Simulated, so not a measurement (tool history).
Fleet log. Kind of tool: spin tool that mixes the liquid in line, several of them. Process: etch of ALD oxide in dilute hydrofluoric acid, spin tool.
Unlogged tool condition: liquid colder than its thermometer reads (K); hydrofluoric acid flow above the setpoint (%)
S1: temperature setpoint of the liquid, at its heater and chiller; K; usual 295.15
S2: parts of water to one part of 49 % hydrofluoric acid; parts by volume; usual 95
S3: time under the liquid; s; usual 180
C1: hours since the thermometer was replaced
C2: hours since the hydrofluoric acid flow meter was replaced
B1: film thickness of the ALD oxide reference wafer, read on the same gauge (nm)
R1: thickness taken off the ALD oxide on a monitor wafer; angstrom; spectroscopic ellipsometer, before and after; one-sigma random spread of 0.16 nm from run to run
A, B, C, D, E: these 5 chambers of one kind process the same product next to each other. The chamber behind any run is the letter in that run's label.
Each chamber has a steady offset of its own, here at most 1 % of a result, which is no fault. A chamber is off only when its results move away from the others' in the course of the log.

run    day      S1  S2   S3      C1      C2      B1      R1
 1A  0.108  295.15  95  180   607.8   360.6  29.997  172.11
 2D  0.217  295.15  95  180   150.4  1256.8  29.972  170.13
 3E  0.412  295.15  95  180  1086.4   230.4  29.963  171.28
 4B  0.621  295.15  95  180  1836.2   435.3  30.031  174.83
 5C  0.775  295.15  95  180  1583.7   483.5  30.026  172.93
     0.904  -- chamber B: hydrofluoric acid flow meter replaced
 6B  0.917  295.15  50  180  1843.3     0.4  30.038  354.23
 7E  1.092  295.15  50  180  1102.7   246.7  30.009  350.85
 8A  1.317  295.15  50  180   636.8   389.6  30.042  347.01
 9C  1.504  295.15  50  180  1601.2   501.0  29.990  352.36
10D  1.704  295.15  50  180   186.1  1292.5  30.010  341.69
11D  1.925  295.15  95  265   191.4  1297.8  30.034  252.13
12E  2.150  295.15  95  265  1128.1   272.1  30.036  262.60
13C  2.292  295.15  95  265  1620.1   519.9  29.949  252.62
14B  2.425  295.15  95  265  1879.5    36.6  29.999  252.51
15A  2.533  295.15  95  265   666.0   418.8  29.995  256.63
16C  2.688  295.15  95  180  1629.6   529.4  29.997  174.19
17E  2.808  296.65  95  230  1143.9   287.9  29.990  243.96
18D  3.025  296.65  95  230   217.8  1324.2  30.009  232.11
19A  3.158  296.65  95  230   681.0   433.8  30.026  233.76
20B  3.342  296.65  95  230  1901.5    58.6  29.950  234.90
21B  3.496  296.65  95  230  1905.2    62.3  30.028  231.98
22C  3.625  293.65  95  270  1652.1   551.9  30.004  241.70
23E  3.833  293.65  95  270  1168.5   312.5  30.001  259.23
24D  4.017  293.65  95  270   241.6  1348.0  29.957  239.71
25A  4.125  293.65  95  270   704.2   457.0  29.982  246.27
26C  4.329  293.65  95  270  1669.0   568.8  30.026  240.78
27A  4.471  295.15  95  180   712.5   465.3  29.972  168.86
28E  4.688  295.15  95  180  1189.0   333.0  29.979  188.41
29D  4.896  295.15  95  180   262.7  1369.1  30.031  171.57
30B  5.033  295.15  95  180  1942.1    99.2  30.005  172.62
31B  5.229  295.15  95  180  1946.8   103.9  29.994  170.97
32E  5.354  295.15  95  180  1205.0   349.0  29.937  190.71

Is one chamber off against the others, does the gauge drift, or is nothing wrong? If a chamber is off, say which, and what the likeliest cause is.

It is chamber E that slowly wanders off from its peers.
Most likely cause: hydrofluoric acid flow above the setpoint (%) = 10.1.
The log might look much the same if the cause were instead: liquid hotter than its thermometer reads (K).

Here are 4 candidates for chamber E's next run, each the usual settings with a change, their results left as question marks. Which one brings its results back in line with what the others give on the usual settings?
A result is in line if it is within this distance of the other chambers' mean on the usual settings: R1 5.60 angstrom
33E-1  5.521  294.65  95  165               ?
33E-2  5.521  294.15  95  180               ?
33E-3  5.521  295.15  95  200               ?
33E-4  5.521  296.15  95  180               ?

On the usual settings, the other chambers give on average: R1 172.72 angstrom
  run      R1
33E-1  172.28
33E-2  184.13
33E-3  213.13
33E-4  199.76
The right change is 33E-1: it brings the chamber back within the allowed miss of the others.
